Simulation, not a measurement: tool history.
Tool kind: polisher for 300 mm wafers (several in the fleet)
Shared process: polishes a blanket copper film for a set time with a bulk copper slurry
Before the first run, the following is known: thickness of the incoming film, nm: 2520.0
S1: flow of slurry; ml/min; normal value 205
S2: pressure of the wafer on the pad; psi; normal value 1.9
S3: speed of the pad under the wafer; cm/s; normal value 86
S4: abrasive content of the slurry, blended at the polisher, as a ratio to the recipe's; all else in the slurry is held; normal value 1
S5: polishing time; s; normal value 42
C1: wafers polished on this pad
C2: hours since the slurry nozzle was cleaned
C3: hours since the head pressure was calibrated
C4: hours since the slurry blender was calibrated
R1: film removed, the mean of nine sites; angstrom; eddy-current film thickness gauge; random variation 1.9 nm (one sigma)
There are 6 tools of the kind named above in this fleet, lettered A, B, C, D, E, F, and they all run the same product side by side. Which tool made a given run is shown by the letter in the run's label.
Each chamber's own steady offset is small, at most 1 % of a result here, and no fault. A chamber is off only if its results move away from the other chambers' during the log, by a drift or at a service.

Run 1D, hour 5.9: usual settings; C1 673; C2 424.0; C3 587.7; C4 205.2. Result: R1 1966.1 angstrom.
Run 2C, hour 10.4: usual settings; C1 406; C2 647.9; C3 215.2; C4 85.1. Result: R1 1969.2 angstrom.
At hour 13.5: chamber A: worn pad replaced by a new one.
At hour 15.0: chamber D: worn pad replaced by a new one.
Run 3E, hour 16.3: usual settings; C1 410; C2 310.2; C3 519.6; C4 74.0. Result: R1 1988.7 angstrom.
Run 4B, hour 22.2: usual settings; C1 446; C2 228.7; C3 281.3; C4 142.4. Result: R1 2019.8 angstrom.
At hour 27.8: chamber B: slurry nozzle cleaned.
Run 5F, hour 27.9: usual settings but S5 52 s; C1 462; C2 140.5; C3 568.4; C4 68.8. Result: R1 2490.7 angstrom.
Run 6A, hour 34.3: usual settings but S5 52 s; C1 191; C2 645.7; C3 295.3; C4 99.8. Result: R1 2447.0 angstrom.
At hour 36.4: chamber A: head pressure recalibrated.
Run 7A, hour 39.6: usual settings but S5 52 s; C1 240; C2 651.0; C3 3.2; C4 105.1. Result: R1 2473.1 angstrom.
At hour 42.4: chamber B: slurry blender recalibrated.
At hour 43.7: chamber D: slurry blender recalibrated.
Run 8C, hour 47.5: usual settings but S5 52 s; C1 747; C2 685.0; C3 252.3; C4 122.2. Result: R1 2449.2 angstrom.
At hour 49.3: chamber C: slurry nozzle cleaned.
At hour 53.3: chamber F: worn pad replaced by a new one.
Run 9E, hour 54.1: usual settings but S5 52 s; C1 757; C2 348.0; C3 557.4; C4 111.8. Result: R1 2482.9 angstrom.
Run 10B, hour 59.9: usual settings but S5 52 s; C1 792; C2 32.2; C3 319.0; C4 17.6. Result: R1 2497.8 angstrom.
Run 11F, hour 67.8: usual settings; C1 133; C2 180.4; C3 608.3; C4 108.7. Result: R1 1982.1 angstrom.
At hour 68.0: chamber B: worn pad replaced by a new one.
At hour 73.2: chamber C: slurry blender recalibrated.
Run 12D, hour 75.0: usual settings; C1 552; C2 493.1; C3 656.8; C4 31.4. Result: R1 1968.5 angstrom.
At hour 79.6: chamber E: slurry nozzle cleaned.
At hour 81.7: chamber E: worn pad replaced by a new one.
Run 13A, hour 83.8: usual settings; C1 647; C2 695.2; C3 47.4; C4 149.3. Result: R1 1998.6 angstrom.
Run 14E, hour 87.7: usual settings; C1 55; C2 8.2; C3 591.0; C4 145.4. Result: R1 1991.0 angstrom.
Run 15C, hour 95.5: usual settings; C1 1188; C2 46.3; C3 300.3; C4 22.3. Result: R1 1941.1 angstrom.
At hour 97.6: chamber F: slurry blender recalibrated.
At hour 98.0: chamber A: slurry nozzle cleaned.
Run 16B, hour 101.4: usual settings; C1 307; C2 73.7; C3 360.5; C4 59.1. Result: R1 2046.5 angstrom.
Run 17F, hour 107.0: usual settings; C1 494; C2 219.6; C3 647.5; C4 9.5. Result: R1 1979.6 angstrom.
At hour 111.2: chamber D: worn pad replaced by a new one.
Run 18D, hour 114.6: usual settings but S2 1.6 psi; C1 31; C2 532.7; C3 696.4; C4 71.0. Result: R1 1658.0 angstrom.
Run 19F, hour 119.7: usual settings but S2 1.6 psi; C1 611; C2 232.3; C3 660.2; C4 22.2. Result: R1 1673.1 angstrom.
Run 20E, hour 126.3: usual settings but S2 1.6 psi; C1 411; C2 46.8; C3 629.6; C4 184.0. Result: R1 1665.0 angstrom.
At hour 127.8: chamber F: worn pad replaced by a new one.
At hour 134.1: chamber C: worn pad replaced by a new one.
Run 21B, hour 134.2: usual settings but S2 1.6 psi; C1 609; C2 106.5; C3 393.3; C4 91.9. Result: R1 1660.9 angstrom.
Run 22D, hour 139.9: usual settings but S2 1.6 psi; C1 264; C2 558.0; C3 721.7; C4 96.3. Result: R1 1694.8 angstrom.
Run 23A, hour 146.2: usual settings but S2 1.6 psi; C1 1220; C2 48.3; C3 109.8; C4 211.7. Result: R1 1664.4 angstrom.
At hour 151.3: chamber A: worn pad replaced by a new one.
Run 24C, hour 154.0: usual settings; C1 183; C2 104.8; C3 358.8; C4 80.8. Result: R1 1928.0 angstrom.
Run 25D, hour 158.1: usual settings but S5 53 s; C1 431; C2 576.2; C3 739.9; C4 114.5. Result: R1 2527.0 angstrom.
Run 26F, hour 165.1: usual settings but S5 53 s; C1 343; C2 277.7; C3 705.6; C4 67.6. Result: R1 2563.1 angstrom.
Run 27C, hour 171.7: usual settings but S5 53 s; C1 346; C2 122.5; C3 376.5; C4 98.5. Result: R1 2387.9 angstrom.
At hour 178.9: chamber D: slurry nozzle cleaned.
Run 28A, hour 180.4: usual settings but S5 53 s; C1 268; C2 82.5; C3 144.0; C4 245.9. Result: R1 2438.6 angstrom.
At hour 182.5: chamber E: worn pad replaced by a new one.
At hour 184.1: chamber B: worn pad replaced by a new one.
At hour 187.6: chamber F: worn pad replaced by a new one.
Run 29B, hour 187.6: usual settings but S5 53 s; C1 33; C2 159.9; C3 446.7; C4 145.3. Result: R1 2473.8 angstrom.
At hour 191.5: chamber B: slurry blender recalibrated.
Run 30E, hour 194.4: usual settings but S5 53 s; C1 110; C2 114.9; C3 697.7; C4 252.1. Result: R1 2496.5 angstrom.
Run 31D, hour 199.8: usual settings but S3 96 cm/s, S5 54 s; C1 815; C2 21.0; C3 781.6; C4 156.2. Result: R1 2836.1 angstrom.
Run 32E, hour 206.4: usual settings but S3 96 cm/s, S5 54 s; C1 220; C2 126.9; C3 709.7; C4 264.1. Result: R1 2808.2 angstrom.
Run 33C, hour 215.3: usual settings but S3 96 cm/s, S5 54 s; C1 747; C2 166.1; C3 420.1; C4 142.1. Result: R1 2658.2 angstrom.
Run 34B, hour 220.2: usual settings but S3 96 cm/s, S5 54 s; C1 332; C2 192.5; C3 479.3; C4 28.8. Result: R1 2878.5 angstrom.
Run 35A, hour 226.3: usual settings but S3 96 cm/s, S5 54 s; C1 690; C2 128.4; C3 189.9; C4 291.8. Result: R1 2812.4 angstrom.
Run 36F, hour 235.1: usual settings but S3 96 cm/s, S5 54 s; C1 437; C2 347.7; C3 775.6; C4 137.6. Result: R1 2819.6 angstrom.
At hour 238.2: chamber B: slurry nozzle cleaned.
Run 37E, hour 240.8: usual settings; C1 536; C2 161.3; C3 744.1; C4 298.5. Result: R1 1957.3 angstrom.
Run 38A, hour 247.2: usual settings; C1 882; C2 149.3; C3 210.8; C4 312.7. Result: R1 1951.5 angstrom.
Run 39B, hour 253.1: usual settings but S2 2.2 psi; C1 635; C2 14.9; C3 512.2; C4 61.7. Result: R1 2301.0 angstrom.
At hour 256.2: chamber F: slurry blender recalibrated.
At hour 257.2: chamber C: slurry blender recalibrated.
At hour 260.6: chamber F: worn pad replaced by a new one.
Run 40F, hour 261.6: usual settings but S2 2.2 psi; C1 9; C2 374.2; C3 802.1; C4 5.4. Result: R1 2281.6 angstrom.
Run 41C, hour 266.7: usual settings but S2 2.2 psi; C1 1220; C2 217.5; C3 471.5; C4 9.5. Result: R1 2143.8 angstrom.

Next, all 6 chambers run the settings below, one line each with question marks for the results. What does each chamber give?
Run 42A, hour 273.2: usual settings. Result: R1 ?.
Run 42B, hour 273.2: usual settings. Result: R1 ?.
Run 42C, hour 273.2: usual settings. Result: R1 ?.
Run 42D, hour 273.2: usual settings. Result: R1 ?.
Run 42E, hour 273.2: usual settings. Result: R1 ?.
Run 42F, hour 273.2: usual settings. Result: R1 ?.

run      R1
42A  1935.7
42B  2016.8
42C  1852.7
42D  1997.9
42E  1965.1
42F  2014.0
